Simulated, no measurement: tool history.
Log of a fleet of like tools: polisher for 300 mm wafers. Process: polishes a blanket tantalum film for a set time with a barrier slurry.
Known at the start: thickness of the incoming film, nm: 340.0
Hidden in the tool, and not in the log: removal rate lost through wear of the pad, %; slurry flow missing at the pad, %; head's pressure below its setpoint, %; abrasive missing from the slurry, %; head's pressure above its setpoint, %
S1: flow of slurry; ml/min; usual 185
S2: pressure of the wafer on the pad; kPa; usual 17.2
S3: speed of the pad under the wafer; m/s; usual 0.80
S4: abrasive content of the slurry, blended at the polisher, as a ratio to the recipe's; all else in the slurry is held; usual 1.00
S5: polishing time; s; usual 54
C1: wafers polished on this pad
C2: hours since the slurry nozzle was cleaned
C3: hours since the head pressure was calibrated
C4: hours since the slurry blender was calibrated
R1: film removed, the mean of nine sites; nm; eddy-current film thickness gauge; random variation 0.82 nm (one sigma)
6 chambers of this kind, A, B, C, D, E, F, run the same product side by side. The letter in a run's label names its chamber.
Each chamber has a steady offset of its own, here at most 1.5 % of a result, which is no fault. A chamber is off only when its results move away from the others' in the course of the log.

{"run": "1B", "hour": 12.3, "S1": 185, "S2": 17.2, "S3": 0.8, "S4": 1.0, "S5": 54, "C1": 476, "C2": 273.4, "C3": 594.4, "C4": 151.0, "R1": 92.734}
{"hour": 17.5, "done": "chamber A: worn pad replaced by a new one"}
{"run": "2A", "hour": 25.3, "S1": 185, "S2": 17.2, "S3": 0.8, "S4": 1.0, "S5": 54, "C1": 106, "C2": 136.8, "C3": 1016.0, "C4": 145.3, "R1": 92.698}
{"hour": 35.8, "done": "chamber C: worn pad replaced by a new one"}
{"run": "3D", "hour": 38.2, "S1": 185, "S2": 17.2, "S3": 0.8, "S4": 1.0, "S5": 54, "C1": 640, "C2": 75.4, "C3": 901.3, "C4": 55.8, "R1": 91.185}
{"hour": 38.4, "done": "chamber D: head pressure recalibrated"}
{"hour": 40.7, "done": "chamber B: slurry nozzle cleaned"}
{"run": "4C", "hour": 48.3, "S1": 185, "S2": 17.2, "S3": 0.8, "S4": 1.0, "S5": 54, "C1": 169, "C2": 475.7, "C3": 885.6, "C4": 304.8, "R1": 91.673}
{"hour": 49.0, "done": "chamber F: worn pad replaced by a new one"}
{"hour": 51.2, "done": "chamber A: head pressure recalibrated"}
{"hour": 59.4, "done": "chamber E: worn pad replaced by a new one"}
{"run": "5F", "hour": 63.3, "S1": 185, "S2": 17.2, "S3": 0.8, "S4": 1.0, "S5": 54, "C1": 193, "C2": 86.1, "C3": 953.5, "C4": 144.5, "R1": 92.904}
{"run": "6E", "hour": 74.9, "S1": 185, "S2": 17.2, "S3": 0.8, "S4": 1.0, "S5": 54, "C1": 210, "C2": 263.8, "C3": 197.5, "C4": 286.9, "R1": 92.238}
{"hour": 78.4, "done": "chamber B: worn pad replaced by a new one"}
{"hour": 78.4, "done": "chamber D: worn pad replaced by a new one"}
{"run": "7B", "hour": 85.1, "S1": 185, "S2": 17.2, "S3": 0.8, "S4": 1.0, "S5": 54, "C1": 91, "C2": 44.4, "C3": 667.2, "C4": 223.8, "R1": 94.263}
{"hour": 89.1, "done": "chamber C: slurry blender recalibrated"}
{"run": "8D", "hour": 93.4, "S1": 185, "S2": 17.2, "S3": 0.8, "S4": 1.0, "S5": 54, "C1": 203, "C2": 130.6, "C3": 55.0, "C4": 111.0, "R1": 89.696}
{"hour": 104.8, "done": "chamber E: slurry nozzle cleaned"}
{"run": "9A", "hour": 108.6, "S1": 185, "S2": 17.2, "S3": 0.8, "S4": 1.15, "S5": 67, "C1": 1231, "C2": 220.1, "C3": 57.4, "C4": 228.6, "R1": 119.44}
{"hour": 119.9, "done": "chamber A: worn pad replaced by a new one"}
{"run": "10F", "hour": 122.8, "S1": 185, "S2": 17.2, "S3": 0.8, "S4": 1.15, "S5": 67, "C1": 997, "C2": 145.6, "C3": 1013.0, "C4": 204.0, "R1": 120.02}
{"run": "11C", "hour": 131.3, "S1": 185, "S2": 17.2, "S3": 0.8, "S4": 1.15, "S5": 67, "C1": 1291, "C2": 558.7, "C3": 968.6, "C4": 42.2, "R1": 120.25}
{"hour": 133.9, "done": "chamber C: worn pad replaced by a new one"}
{"run": "12E", "hour": 140.2, "S1": 185, "S2": 17.2, "S3": 0.8, "S4": 1.15, "S5": 67, "C1": 1092, "C2": 35.4, "C3": 262.8, "C4": 352.2, "R1": 119.76}
{"hour": 147.6, "done": "chamber F: worn pad replaced by a new one"}
{"run": "13A", "hour": 149.7, "S1": 185, "S2": 17.2, "S3": 0.8, "S4": 1.15, "S5": 67, "C1": 403, "C2": 261.2, "C3": 98.5, "C4": 269.7, "R1": 119.06}
{"hour": 152.4, "done": "chamber E: worn pad replaced by a new one"}
{"hour": 162.0, "done": "chamber B: worn pad replaced by a new one"}
{"run": "14B", "hour": 162.7, "S1": 185, "S2": 17.2, "S3": 0.8, "S4": 1.15, "S5": 67, "C1": 9, "C2": 122.0, "C3": 744.8, "C4": 301.4, "R1": 118.61}
{"hour": 165.9, "done": "chamber D: worn pad replaced by a new one"}
{"hour": 177.2, "done": "chamber E: slurry blender recalibrated"}
{"run": "15C", "hour": 178.2, "S1": 185, "S2": 17.2, "S3": 0.8, "S4": 1.0, "S5": 54, "C1": 599, "C2": 605.6, "C3": 1015.5, "C4": 89.1, "R1": 92.116}
{"hour": 183.6, "done": "chamber F: slurry nozzle cleaned"}
{"run": "16E", "hour": 190.1, "S1": 185, "S2": 17.2, "S3": 0.8, "S4": 1.0, "S5": 54, "C1": 510, "C2": 85.3, "C3": 312.7, "C4": 12.9, "R1": 92.177}
{"run": "17D", "hour": 203.8, "S1": 185, "S2": 17.2, "S3": 0.8, "S4": 1.0, "S5": 54, "C1": 512, "C2": 241.0, "C3": 165.4, "C4": 221.4, "R1": 91.975}
{"hour": 212.2, "done": "chamber F: slurry blender recalibrated"}
{"hour": 212.8, "done": "chamber A: worn pad replaced by a new one"}
{"run": "18F", "hour": 219.5, "S1": 185, "S2": 17.2, "S3": 0.8, "S4": 1.0, "S5": 54, "C1": 971, "C2": 36.0, "C3": 1109.7, "C4": 7.3, "R1": 93.088}
{"hour": 222.1, "done": "chamber D: slurry blender recalibrated"}
{"run": "19F", "hour": 229.7, "S1": 185, "S2": 17.2, "S3": 0.8, "S4": 1.0, "S5": 54, "C1": 1109, "C2": 46.2, "C3": 1119.9, "C4": 17.5, "R1": 93.115}
{"hour": 236.0, "done": "chamber C: worn pad replaced by a new one"}
{"run": "20B", "hour": 236.5, "S1": 185, "S2": 17.2, "S3": 0.8, "S4": 1.0, "S5": 54, "C1": 1006, "C2": 195.8, "C3": 818.6, "C4": 375.2, "R1": 90.919}
{"hour": 237.3, "done": "chamber F: worn pad replaced by a new one"}
{"hour": 238.0, "done": "chamber E: worn pad replaced by a new one"}
{"hour": 249.4, "done": "chamber C: head pressure recalibrated"}
{"run": "21E", "hour": 249.4, "S1": 185, "S2": 17.2, "S3": 0.92, "S4": 1.0, "S5": 54, "C1": 154, "C2": 144.6, "C3": 372.0, "C4": 72.2, "R1": 105.83}
{"hour": 252.1, "done": "chamber B: worn pad replaced by a new one"}
{"hour": 253.4, "done": "chamber A: slurry blender recalibrated"}
{"hour": 263.2, "done": "chamber D: worn pad replaced by a new one"}
{"run": "22D", "hour": 264.7, "S1": 185, "S2": 17.2, "S3": 0.92, "S4": 1.0, "S5": 54, "C1": 20, "C2": 301.9, "C3": 226.3, "C4": 42.7, "R1": 105.65}
{"run": "23C", "hour": 275.0, "S1": 185, "S2": 17.2, "S3": 0.92, "S4": 1.0, "S5": 54, "C1": 527, "C2": 702.4, "C3": 25.7, "C4": 185.9, "R1": 106.22}
{"run": "24A", "hour": 289.9, "S1": 185, "S2": 17.2, "S3": 0.92, "S4": 1.0, "S5": 54, "C1": 1042, "C2": 401.4, "C3": 238.7, "C4": 36.6, "R1": 106.11}
{"run": "25B", "hour": 298.0, "S1": 185, "S2": 17.2, "S3": 0.92, "S4": 1.0, "S5": 54, "C1": 620, "C2": 257.3, "C3": 880.1, "C4": 436.7, "R1": 103.52}
{"hour": 301.8, "done": "chamber A: worn pad replaced by a new one"}
{"run": "26D", "hour": 312.8, "S1": 185, "S2": 17.2, "S3": 0.92, "S4": 1.0, "S5": 54, "C1": 670, "C2": 350.0, "C3": 274.4, "C4": 90.8, "R1": 106.51}
{"hour": 315.2, "done": "chamber A: slurry nozzle cleaned"}
{"hour": 323.0, "done": "chamber F: worn pad replaced by a new one"}
{"run": "27E", "hour": 324.8, "S1": 185, "S2": 17.2, "S3": 0.8, "S4": 1.0, "S5": 54, "C1": 1173, "C2": 220.0, "C3": 447.4, "C4": 147.6, "R1": 90.996}
{"hour": 325.9, "done": "chamber E: worn pad replaced by a new one"}
{"hour": 332.9, "done": "chamber C: worn pad replaced by a new one"}
{"run": "28F", "hour": 333.6, "S1": 185, "S2": 17.2, "S3": 0.8, "S4": 1.0, "S5": 54, "C1": 144, "C2": 150.1, "C3": 1223.8, "C4": 121.4, "R1": 94.256}
{"run": "29A", "hour": 348.6, "S1": 185, "S2": 17.2, "S3": 0.8, "S4": 1.0, "S5": 54, "C1": 632, "C2": 33.5, "C3": 297.4, "C4": 95.3, "R1": 91.721}
{"hour": 354.2, "done": "chamber B: worn pad replaced by a new one"}
{"run": "30C", "hour": 356.4, "S1": 185, "S2": 17.2, "S3": 0.8, "S4": 1.0, "S5": 54, "C1": 317, "C2": 783.8, "C3": 107.1, "C4": 267.3, "R1": 92.517}
{"hour": 361.2, "done": "chamber D: worn pad replaced by a new one"}
{"run": "31F", "hour": 370.7, "S1": 185, "S2": 17.2, "S3": 0.8, "S4": 1.0, "S5": 54, "C1": 645, "C2": 187.2, "C3": 1260.9, "C4": 158.5, "R1": 93.875}
{"hour": 372.0, "done": "chamber F: head pressure recalibrated"}
{"run": "32D", "hour": 378.9, "S1": 185, "S2": 17.2, "S3": 0.8, "S4": 1.0, "S5": 54, "C1": 239, "C2": 416.1, "C3": 340.5, "C4": 156.9, "R1": 90.726}
{"hour": 379.2, "done": "chamber C: slurry blender recalibrated"}
{"run": "33E", "hour": 390.1, "S1": 185, "S2": 17.2, "S3": 0.8, "S4": 1.0, "S5": 45, "C1": 867, "C2": 285.3, "C3": 512.7, "C4": 212.9, "R1": 77.221}
{"hour": 398.8, "done": "chamber C: slurry nozzle cleaned"}
{"run": "34C", "hour": 398.9, "S1": 185, "S2": 17.2, "S3": 0.8, "S4": 1.0, "S5": 45, "C1": 892, "C2": 0.1, "C3": 149.6, "C4": 19.7, "R1": 76.299}
{"hour": 402.3, "done": "chamber A: worn pad replaced by a new one"}
{"hour": 411.0, "done": "chamber F: slurry nozzle cleaned"}
{"hour": 411.2, "done": "chamber B: slurry nozzle cleaned"}
{"hour": 411.8, "done": "chamber F: worn pad replaced by a new one"}
{"run": "35A", "hour": 413.9, "S1": 185, "S2": 17.2, "S3": 0.8, "S4": 1.0, "S5": 45, "C1": 157, "C2": 98.8, "C3": 362.7, "C4": 160.6, "R1": 76.76}
{"run": "36B", "hour": 420.9, "S1": 185, "S2": 17.2, "S3": 0.8, "S4": 1.0, "S5": 45, "C1": 901, "C2": 9.7, "C3": 1003.0, "C4": 559.6, "R1": 72.682}
{"hour": 422.6, "done": "chamber C: worn pad replaced by a new one"}
{"run": "37F", "hour": 431.0, "S1": 185, "S2": 17.2, "S3": 0.8, "S4": 1.0, "S5": 45, "C1": 260, "C2": 20.0, "C3": 59.0, "C4": 218.8, "R1": 77.031}
{"run": "38C", "hour": 446.3, "S1": 185, "S2": 17.2, "S3": 0.8, "S4": 1.0, "S5": 45, "C1": 321, "C2": 47.5, "C3": 197.0, "C4": 67.1, "R1": 77.26}

Next, every chamber runs the same settings. What will each give?
{"run": "39A", "hour": 457.7, "S1": 185, "S2": 17.2, "S3": 0.8, "S4": 1.0, "S5": 54, "R1": "?"}
{"run": "39B", "hour": 457.7, "S1": 185, "S2": 17.2, "S3": 0.8, "S4": 1.0, "S5": 54, "R1": "?"}
{"run": "39C", "hour": 457.7, "S1": 185, "S2": 17.2, "S3": 0.8, "S4": 1.0, "S5": 54, "R1": "?"}
{"run": "39D", "hour": 457.7, "S1": 185, "S2": 17.2, "S3": 0.8, "S4": 1.0, "S5": 54, "R1": "?"}
{"run": "39E", "hour": 457.7, "S1": 185, "S2": 17.2, "S3": 0.8, "S4": 1.0, "S5": 54, "R1": "?"}
{"run": "39F", "hour": 457.7, "S1": 185, "S2": 17.2, "S3": 0.8, "S4": 1.0, "S5": 54, "R1": "?"}

run=39A R1=92.698
run=39B R1=84.832
run=39C R1=91.963
run=39D R1=90.970
run=39E R1=91.774
run=39F R1=91.724

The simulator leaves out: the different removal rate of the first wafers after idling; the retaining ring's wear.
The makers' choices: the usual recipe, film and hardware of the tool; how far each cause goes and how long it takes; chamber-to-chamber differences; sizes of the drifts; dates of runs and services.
